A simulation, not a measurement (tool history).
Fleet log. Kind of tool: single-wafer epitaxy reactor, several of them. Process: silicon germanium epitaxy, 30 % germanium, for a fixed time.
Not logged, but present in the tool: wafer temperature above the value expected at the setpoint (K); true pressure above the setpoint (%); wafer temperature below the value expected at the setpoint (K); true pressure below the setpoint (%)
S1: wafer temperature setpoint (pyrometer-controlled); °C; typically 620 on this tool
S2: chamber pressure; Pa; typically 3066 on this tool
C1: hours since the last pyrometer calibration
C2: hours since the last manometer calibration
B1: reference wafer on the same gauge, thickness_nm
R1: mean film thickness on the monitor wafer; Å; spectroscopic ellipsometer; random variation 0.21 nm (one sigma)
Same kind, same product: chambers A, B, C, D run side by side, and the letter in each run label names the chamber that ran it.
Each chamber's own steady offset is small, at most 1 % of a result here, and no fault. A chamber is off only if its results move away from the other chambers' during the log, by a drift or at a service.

| run | hour | S1 | S2 | C1 | C2 | B1 | R1 |
|---|---|---|---|---|---|---|---|
|  | 8.7 | chamber B: pyrometer calibrated |
| 1D | 8.7 | 620 | 3066 | 1509.3 | 481.2 | 76.588 | 900.22 |
| 2C | 14.0 | 620 | 3066 | 146.7 | 1006.9 | 76.597 | 896.82 |
| 3B | 20.0 | 620 | 3066 | 11.3 | 1827.5 | 76.567 | 884.58 |
| 4A | 24.1 | 620 | 3066 | 608.6 | 96.2 | 76.586 | 902.41 |
| 5C | 30.3 | 620 | 3066 | 163.0 | 1023.2 | 76.580 | 895.15 |
| 6D | 37.7 | 620 | 3066 | 1538.3 | 510.2 | 76.631 | 893.40 |
| 7A | 44.7 | 620 | 3066 | 629.2 | 116.8 | 76.594 | 899.94 |
| 8B | 49.0 | 620 | 3066 | 40.3 | 1856.5 | 76.553 | 883.42 |
| 9D | 56.3 | 620 | 3066 | 1556.9 | 528.8 | 76.609 | 894.65 |
| 10A | 62.7 | 633 | 2800 | 647.2 | 134.8 | 76.599 | 1079.30 |
| 11B | 69.2 | 633 | 2800 | 60.5 | 1876.7 | 76.615 | 1064.40 |
| 12C | 77.2 | 633 | 2800 | 209.9 | 1070.1 | 76.562 | 1079.50 |
| 13A | 81.9 | 633 | 2800 | 666.4 | 154.0 | 76.623 | 1081.60 |
| 14D | 90.0 | 620 | 3066 | 1590.6 | 562.5 | 76.608 | 893.40 |
| 15B | 97.6 | 620 | 2480 | 88.9 | 1905.1 | 76.525 | 808.11 |
| 16C | 105.6 | 620 | 2480 | 238.3 | 1098.5 | 76.576 | 825.41 |
| 17D | 110.2 | 620 | 2480 | 1610.8 | 582.7 | 76.620 | 818.75 |
| 18A | 114.3 | 620 | 2480 | 698.8 | 186.4 | 76.578 | 828.61 |
| 19B | 121.5 | 620 | 3066 | 112.8 | 1929.0 | 76.586 | 885.24 |
| 20C | 127.1 | 620 | 3066 | 259.8 | 1120.0 | 76.568 | 896.50 |
| 21C | 133.7 | 620 | 3066 | 266.4 | 1126.6 | 76.598 | 895.92 |
| 22B | 141.5 | 620 | 3066 | 132.8 | 1949.0 | 76.615 | 886.64 |
| 23D | 148.9 | 620 | 3066 | 1649.5 | 621.4 | 76.627 | 882.63 |
| 24A | 156.1 | 620 | 3066 | 740.6 | 228.2 | 76.592 | 899.14 |
| 25B | 160.7 | 620 | 3066 | 152.0 | 1968.2 | 76.593 | 882.82 |
| 26A | 168.4 | 620 | 3066 | 752.9 | 240.5 | 76.596 | 899.36 |
| 27C | 172.4 | 620 | 3066 | 305.1 | 1165.3 | 76.555 | 900.35 |
| 28D | 178.1 | 620 | 3066 | 1678.7 | 650.6 | 76.566 | 879.27 |
| 29A | 182.9 | 632 | 3773 | 767.4 | 255.0 | 76.641 | 1198.10 |
| 30B | 188.1 | 632 | 3773 | 179.4 | 1995.6 | 76.580 | 1184.60 |
| 31C | 195.3 | 632 | 3773 | 328.0 | 1188.2 | 76.609 | 1199.60 |
| 32D | 201.1 | 632 | 3773 | 1701.7 | 673.6 | 76.597 | 1169.40 |
| 33C | 206.5 | 620 | 3066 | 339.2 | 1199.4 | 76.568 | 895.67 |
| 34B | 212.4 | 620 | 3066 | 203.7 | 2019.9 | 76.578 | 882.17 |
| 35D | 216.3 | 620 | 3066 | 1716.9 | 688.8 | 76.599 | 881.08 |
| 36A | 223.0 | 620 | 3066 | 807.5 | 295.1 | 76.596 | 901.57 |
| 37A | 228.9 | 610 | 2573 | 813.4 | 301.0 | 76.584 | 705.82 |

Does one chamber stand apart from the rest, does the shared gauge drift, or is all well apart from small per-chamber offsets? Give the chamber and the most likely cause, where there is one.

Little by little, chamber D moves away from the other chambers.
Likeliest cause: true pressure below the setpoint (%) = 6.35.
The log may not separate it from: wafer temperature below the value expected at the setpoint (K).

Chamber D could run next with any of the 4 candidate recipes listed below; each alters the usual settings, and their results appear as question marks. Which one brings its results back in line with what the other chambers deliver on the usual settings?
Counts as in line when no further than this from what the other chambers average on the usual settings: R1 7.50 Å
| 38D-1 | 235.2 | 620 | 3013 |  |  |  | ? |
| 38D-2 | 235.2 | 620 | 3120 |  |  |  | ? |
| 38D-3 | 235.2 | 620 | 2906 |  |  |  | ? |
| 38D-4 | 235.2 | 621 | 3093 |  |  |  | ? |

Average result of the remaining chambers running the usual settings: R1 893.42 Å
| run | R1 |
|---|---|
| 38D-1 | 868.01 |
| 38D-2 | 880.16 |
| 38D-3 | 855.60 |
| 38D-4 | 892.34 |
The right change is 38D-4: it brings the chamber back within the allowed miss of the others.
